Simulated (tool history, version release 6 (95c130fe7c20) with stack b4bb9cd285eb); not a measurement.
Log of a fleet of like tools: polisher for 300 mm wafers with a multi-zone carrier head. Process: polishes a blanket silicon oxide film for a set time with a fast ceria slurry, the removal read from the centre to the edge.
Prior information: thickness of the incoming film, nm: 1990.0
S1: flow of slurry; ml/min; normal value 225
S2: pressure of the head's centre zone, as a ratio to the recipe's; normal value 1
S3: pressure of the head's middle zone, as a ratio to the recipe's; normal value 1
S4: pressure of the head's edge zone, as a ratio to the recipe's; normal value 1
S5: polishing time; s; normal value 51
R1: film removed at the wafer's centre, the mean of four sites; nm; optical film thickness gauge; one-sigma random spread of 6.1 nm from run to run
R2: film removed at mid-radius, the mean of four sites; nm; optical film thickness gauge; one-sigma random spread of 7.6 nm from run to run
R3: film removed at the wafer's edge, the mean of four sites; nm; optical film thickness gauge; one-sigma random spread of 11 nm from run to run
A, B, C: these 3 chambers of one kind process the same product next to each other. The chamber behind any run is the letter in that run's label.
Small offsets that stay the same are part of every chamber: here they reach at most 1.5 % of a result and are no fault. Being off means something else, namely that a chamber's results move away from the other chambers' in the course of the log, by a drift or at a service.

run   hour   S1    S2    S3    S4  S5      R1      R2      R3
 1B    4.9  225     1     1     1  51  789.46  783.62  781.13
 2C    8.6  225     1     1     1  51  772.71  780.16  785.55
 3A   12.1  225     1     1     1  51  770.47   774.3  784.51
 4B   17.9  225     1     1     1  51  779.08  782.51  765.09
 5C   24.2  225     1     1     1  51  776.26  775.55  781.81
        27  -- chamber B: worn pad replaced by a new one
 6A   28.6  225     1  1.05     1  51  784.76  812.88  779.53
 7C   33.5  225     1  1.05     1  51  784.74  816.41  772.54
 8B   36.8  225     1  1.05     1  51  790.93  825.78  785.28
      40.8  -- chamber C: worn pad replaced by a new one
 9A   42.4  225  0.96     1  1.07  51  746.49  776.47  823.09
10C   45.3  225  0.96     1  1.07  51  732.22  762.67   820.7
11A   51.7  225  0.96     1  1.07  51  731.77  776.91  808.43
12B   55.6  225     1     1     1  51  779.61   774.1  785.51
13A   58.8  225     1     1     1  51  768.48  767.17  783.85
      60.8  -- chamber C: centre zone pressure recalibrated
14B     62  225     1     1     1  51  774.67  784.88  794.22
15C   67.9  225     1     1     1  51     766  756.32  779.76
16A   72.9  225     1     1     1  51  754.65  759.18   762.5
17C   76.7  225     1     1     1  51  782.43  773.54  749.12
      78.7  -- chamber B: worn pad replaced by a new one
18B   82.3  225     1     1     1  51  778.01  775.71  764.26
19A   87.7  225     1     1     1  51  753.32  752.33  741.73
20C   90.8  225     1     1     1  51  767.65  777.33  772.07
      92.3  -- chamber B: centre zone pressure recalibrated
21B   94.1  225     1     1     1  51  787.64  785.31  798.11
22A   97.4  225     1     1     1  51  745.85  749.54  752.16
23C  101.4  225     1     1     1  51  769.82  776.49   764.4
24B  107.8  225     1     1     1  51  769.47  793.95  766.32
25B  112.2  185     1  0.89     1  51  751.16  673.88   766.1
26A    118  185     1  0.89     1  51  699.95  640.34  729.67
27C  122.2  185     1  0.89     1  51  750.65  671.59  753.72
28B    128  225     1     1     1  51  784.78  776.87  770.39
29C  133.3  225     1     1     1  51  770.85  778.44  788.06

All chambers now run identical settings, listed one chamber a line with results as question marks. What results will each chamber show?
30A  137.9  225   1   1   1  51   ?   ?   ?
30B  137.9  225   1   1   1  51   ?   ?   ?
30C  137.9  225   1   1   1  51   ?   ?   ?

run      R1      R2      R3
30A  729.95  732.88  715.49
30B  785.95  777.31  788.96
30C  775.83  760.19  759.52

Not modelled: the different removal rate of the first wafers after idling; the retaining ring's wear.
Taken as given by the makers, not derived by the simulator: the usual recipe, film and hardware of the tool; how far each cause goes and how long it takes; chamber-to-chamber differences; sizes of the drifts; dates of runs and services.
